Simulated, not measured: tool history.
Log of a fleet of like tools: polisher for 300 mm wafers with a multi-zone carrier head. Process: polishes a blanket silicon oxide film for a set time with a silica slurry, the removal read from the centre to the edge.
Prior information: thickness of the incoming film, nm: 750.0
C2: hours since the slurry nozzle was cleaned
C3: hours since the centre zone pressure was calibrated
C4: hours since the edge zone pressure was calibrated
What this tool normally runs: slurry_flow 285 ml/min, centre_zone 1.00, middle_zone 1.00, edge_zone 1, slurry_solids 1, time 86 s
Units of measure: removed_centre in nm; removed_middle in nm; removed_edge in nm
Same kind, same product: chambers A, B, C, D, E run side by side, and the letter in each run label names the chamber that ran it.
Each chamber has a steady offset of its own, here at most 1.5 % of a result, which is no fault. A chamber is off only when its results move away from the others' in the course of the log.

-- hour=6.6 chamber D: centre zone pressure recalibrated
run 1A hour=11.6 | slurry_flow=285 centre_zone=1.00 middle_zone=1.00 edge_zone=1 slurry_solids=1 time=86 | wafers_polished_on_this_pad=645 C2=192.6 C3=345.1 C4=255.6 | removed_centre=198.01 removed_middle=196.66 removed_edge=198.57
-- hour=13.4 chamber A: worn pad replaced by a new one
run 2D hour=26.8 | slurry_flow=285 centre_zone=1.00 middle_zone=1.00 edge_zone=1 slurry_solids=1 time=86 | wafers_polished_on_this_pad=452 C2=410.8 C3=20.3 C4=309.8 | removed_centre=194.75 removed_middle=193.15 removed_edge=192.55
run 3C hour=35.1 | slurry_flow=285 centre_zone=1.00 middle_zone=1.00 edge_zone=1 slurry_solids=1 time=86 | wafers_polished_on_this_pad=651 C2=327.3 C3=61.8 C4=185.4 | removed_centre=193.90 removed_middle=190.50 removed_edge=199.63
run 4E hour=42.4 | slurry_flow=285 centre_zone=1.00 middle_zone=1.00 edge_zone=1 slurry_solids=1 time=86 | wafers_polished_on_this_pad=678 C2=333.7 C3=191.1 C4=503.1 | removed_centre=197.40 removed_middle=194.03 removed_edge=194.13
run 5B hour=55.5 | slurry_flow=285 centre_zone=1.00 middle_zone=1.00 edge_zone=1 slurry_solids=1 time=86 | wafers_polished_on_this_pad=594 C2=107.0 C3=329.9 C4=172.9 | removed_centre=198.22 removed_middle=195.86 removed_edge=196.42
run 6A hour=65.4 | slurry_flow=285 centre_zone=0.89 middle_zone=1.00 edge_zone=1 slurry_solids=1 time=60 | wafers_polished_on_this_pad=315 C2=246.4 C3=398.9 C4=309.4 | removed_centre=116.21 removed_middle=138.06 removed_edge=133.52
-- hour=69.2 chamber E: edge zone pressure recalibrated
-- hour=79.6 chamber D: slurry nozzle cleaned
run 7E hour=80.0 | slurry_flow=285 centre_zone=0.89 middle_zone=1.00 edge_zone=1 slurry_solids=1 time=60 | wafers_polished_on_this_pad=906 C2=371.3 C3=228.7 C4=10.9 | removed_centre=120.29 removed_middle=139.20 removed_edge=135.39
run 8D hour=87.9 | slurry_flow=285 centre_zone=0.89 middle_zone=1.00 edge_zone=1 slurry_solids=1 time=60 | wafers_polished_on_this_pad=823 C2=8.4 C3=81.4 C4=370.9 | removed_centre=121.75 removed_middle=136.81 removed_edge=134.82
run 9B hour=95.7 | slurry_flow=285 centre_zone=0.89 middle_zone=1.00 edge_zone=1 slurry_solids=1 time=60 | wafers_polished_on_this_pad=838 C2=147.2 C3=370.1 C4=213.1 | removed_centre=118.68 removed_middle=134.81 removed_edge=138.16
-- hour=96.1 chamber E: worn pad replaced by a new one
-- hour=97.9 chamber B: worn pad replaced by a new one
run 10C hour=106.5 | slurry_flow=285 centre_zone=0.89 middle_zone=1.00 edge_zone=1 slurry_solids=1 time=60 | wafers_polished_on_this_pad=1084 C2=398.7 C3=133.2 C4=256.8 | removed_centre=115.64 removed_middle=131.55 removed_edge=135.94
-- hour=110.9 chamber A: worn pad replaced by a new one
run 11D hour=121.0 | slurry_flow=285 centre_zone=1.00 middle_zone=1.00 edge_zone=1 slurry_solids=1 time=86 | wafers_polished_on_this_pad=1024 C2=41.5 C3=114.5 C4=404.0 | removed_centre=194.02 removed_middle=191.25 removed_edge=191.64
-- hour=125.9 chamber C: worn pad replaced by a new one
run 12C hour=134.3 | slurry_flow=285 centre_zone=1.00 middle_zone=1.00 edge_zone=1 slurry_solids=1 time=86 | wafers_polished_on_this_pad=51 C2=426.5 C3=161.0 C4=284.6 | removed_centre=193.04 removed_middle=193.15 removed_edge=194.21
run 13A hour=149.4 | slurry_flow=285 centre_zone=1.00 middle_zone=1.00 edge_zone=1 slurry_solids=1 time=86 | wafers_polished_on_this_pad=233 C2=330.4 C3=482.9 C4=393.4 | removed_centre=193.58 removed_middle=195.22 removed_edge=191.90
run 14B hour=161.2 | slurry_flow=285 centre_zone=1.00 middle_zone=1.00 edge_zone=1 slurry_solids=1 time=86 | wafers_polished_on_this_pad=384 C2=212.7 C3=435.6 C4=278.6 | removed_centre=193.74 removed_middle=193.89 removed_edge=191.90
-- hour=167.4 chamber B: slurry nozzle cleaned
-- hour=170.4 chamber B: centre zone pressure recalibrated
run 15E hour=176.5 | slurry_flow=285 centre_zone=1.00 middle_zone=1.00 edge_zone=1 slurry_solids=1 time=86 | wafers_polished_on_this_pad=488 C2=467.8 C3=325.2 C4=107.4 | removed_centre=194.33 removed_middle=194.49 removed_edge=194.88
run 16C hour=183.6 | slurry_flow=285 centre_zone=1.00 middle_zone=1.00 edge_zone=1 slurry_solids=1 time=86 | wafers_polished_on_this_pad=350 C2=475.8 C3=210.3 C4=333.9 | removed_centre=194.80 removed_middle=192.13 removed_edge=191.11
-- hour=184.1 chamber E: centre zone pressure recalibrated
run 17D hour=194.3 | slurry_flow=285 centre_zone=1.00 middle_zone=1.00 edge_zone=1 slurry_solids=1 time=86 | wafers_polished_on_this_pad=1469 C2=114.8 C3=187.8 C4=477.3 | removed_centre=190.01 removed_middle=187.04 removed_edge=185.72
run 18B hour=203.9 | slurry_flow=285 centre_zone=1.00 middle_zone=1.00 edge_zone=1 slurry_solids=1 time=86 | wafers_polished_on_this_pad=643 C2=36.6 C3=33.6 C4=321.3 | removed_centre=193.80 removed_middle=194.50 removed_edge=197.05
run 19A hour=213.5 | slurry_flow=285 centre_zone=1.00 middle_zone=1.00 edge_zone=1 slurry_solids=1 time=86 | wafers_polished_on_this_pad=622 C2=394.5 C3=547.0 C4=457.5 | removed_centre=194.36 removed_middle=193.48 removed_edge=193.52
-- hour=223.7 chamber B: worn pad replaced by a new one
run 20E hour=227.3 | slurry_flow=285 centre_zone=1.00 middle_zone=1.00 edge_zone=1 slurry_solids=1 time=86 | wafers_polished_on_this_pad=796 C2=518.6 C3=43.2 C4=158.2 | removed_centre=191.88 removed_middle=193.34 removed_edge=194.76
run 21D hour=234.6 | slurry_flow=285 centre_zone=1.00 middle_zone=1.00 edge_zone=1 slurry_solids=1 time=86 | wafers_polished_on_this_pad=1713 C2=155.1 C3=228.1 C4=517.6 | removed_centre=189.04 removed_middle=184.80 removed_edge=182.58
-- hour=240.4 chamber A: worn pad replaced by a new one
run 22A hour=242.3 | slurry_flow=285 centre_zone=1.00 middle_zone=1.00 edge_zone=1 slurry_solids=1 time=86 | wafers_polished_on_this_pad=11 C2=423.3 C3=575.8 C4=486.3 | removed_centre=191.95 removed_middle=194.75 removed_edge=191.97
-- hour=251.4 chamber A: slurry nozzle cleaned
run 23B hour=255.9 | slurry_flow=285 centre_zone=1.00 middle_zone=1.00 edge_zone=1 slurry_solids=1 time=86 | wafers_polished_on_this_pad=195 C2=88.6 C3=85.6 C4=373.3 | removed_centre=198.11 removed_middle=198.14 removed_edge=194.21
-- hour=264.6 chamber E: worn pad replaced by a new one
run 24E hour=265.3 | slurry_flow=285 centre_zone=1.00 middle_zone=1.00 edge_zone=1 slurry_solids=1 time=86 | wafers_polished_on_this_pad=4 C2=556.6 C3=81.2 C4=196.2 | removed_centre=193.47 removed_middle=194.62 removed_edge=194.47
run 25C hour=275.0 | slurry_flow=285 centre_zone=1.00 middle_zone=1.00 edge_zone=1 slurry_solids=1 time=86 | wafers_polished_on_this_pad=904 C2=567.2 C3=301.7 C4=425.3 | removed_centre=194.07 removed_middle=193.65 removed_edge=200.82
-- hour=287.5 chamber B: edge zone pressure recalibrated
run 26E hour=288.7 | slurry_flow=285 centre_zone=1.00 middle_zone=1.00 edge_zone=1 slurry_solids=1 time=86 | wafers_polished_on_this_pad=146 C2=580.0 C3=104.6 C4=219.6 | removed_centre=196.37 removed_middle=198.20 removed_edge=191.72
run 27C hour=296.4 | slurry_flow=285 centre_zone=1.00 middle_zone=1.00 edge_zone=1 slurry_solids=1 time=86 | wafers_polished_on_this_pad=1034 C2=588.6 C3=323.1 C4=446.7 | removed_centre=193.27 removed_middle=188.84 removed_edge=190.76
run 28D hour=304.3 | slurry_flow=285 centre_zone=1.00 middle_zone=1.00 edge_zone=1 slurry_solids=1 time=86 | wafers_polished_on_this_pad=2136 C2=224.8 C3=297.8 C4=587.3 | removed_centre=178.76 removed_middle=183.48 removed_edge=180.72
run 29B hour=318.5 | slurry_flow=285 centre_zone=1.00 middle_zone=1.00 edge_zone=1 slurry_solids=1 time=86 | wafers_polished_on_this_pad=575 C2=151.2 C3=148.2 C4=31.1 | removed_centre=201.00 removed_middle=195.51 removed_edge=196.87
run 30A hour=330.7 | slurry_flow=215 centre_zone=1.00 middle_zone=1.04 edge_zone=1 slurry_solids=1 time=86 | wafers_polished_on_this_pad=548 C2=79.4 C3=664.2 C4=574.7 | removed_centre=184.04 removed_middle=197.79 removed_edge=189.37
run 31A hour=345.0 | slurry_flow=215 centre_zone=1.00 middle_zone=1.04 edge_zone=1 slurry_solids=1 time=86 | wafers_polished_on_this_pad=635 C2=93.7 C3=678.5 C4=589.0 | removed_centre=188.74 removed_middle=195.24 removed_edge=187.20
run 32D hour=359.2 | slurry_flow=215 centre_zone=1.00 middle_zone=1.04 edge_zone=1 slurry_solids=1 time=86 | wafers_polished_on_this_pad=2469 C2=279.7 C3=352.7 C4=642.2 | removed_centre=171.54 removed_middle=176.21 removed_edge=174.07

All 5 chambers run these settings next. Forecast each chamber's results:
run 33A hour=370.7 | slurry_flow=285 centre_zone=1.00 middle_zone=1.00 edge_zone=1 slurry_solids=1 time=86 | removed_centre=? removed_middle=? removed_edge=?
run 33B hour=370.7 | slurry_flow=285 centre_zone=1.00 middle_zone=1.00 edge_zone=1 slurry_solids=1 time=86 | removed_centre=? removed_middle=? removed_edge=?
run 33C hour=370.7 | slurry_flow=285 centre_zone=1.00 middle_zone=1.00 edge_zone=1 slurry_solids=1 time=86 | removed_centre=? removed_middle=? removed_edge=?
run 33D hour=370.7 | slurry_flow=285 centre_zone=1.00 middle_zone=1.00 edge_zone=1 slurry_solids=1 time=86 | removed_centre=? removed_middle=? removed_edge=?
run 33E hour=370.7 | slurry_flow=285 centre_zone=1.00 middle_zone=1.00 edge_zone=1 slurry_solids=1 time=86 | removed_centre=? removed_middle=? removed_edge=?

run=33A removed_centre=195.54 removed_middle=199.12 removed_edge=194.36
run=33B removed_centre=196.74 removed_middle=196.17 removed_edge=193.52
run=33C removed_centre=190.71 removed_middle=192.12 removed_edge=195.07
run=33D removed_centre=176.25 removed_middle=175.45 removed_edge=174.34
run=33E removed_centre=192.60 removed_middle=191.11 removed_edge=194.62

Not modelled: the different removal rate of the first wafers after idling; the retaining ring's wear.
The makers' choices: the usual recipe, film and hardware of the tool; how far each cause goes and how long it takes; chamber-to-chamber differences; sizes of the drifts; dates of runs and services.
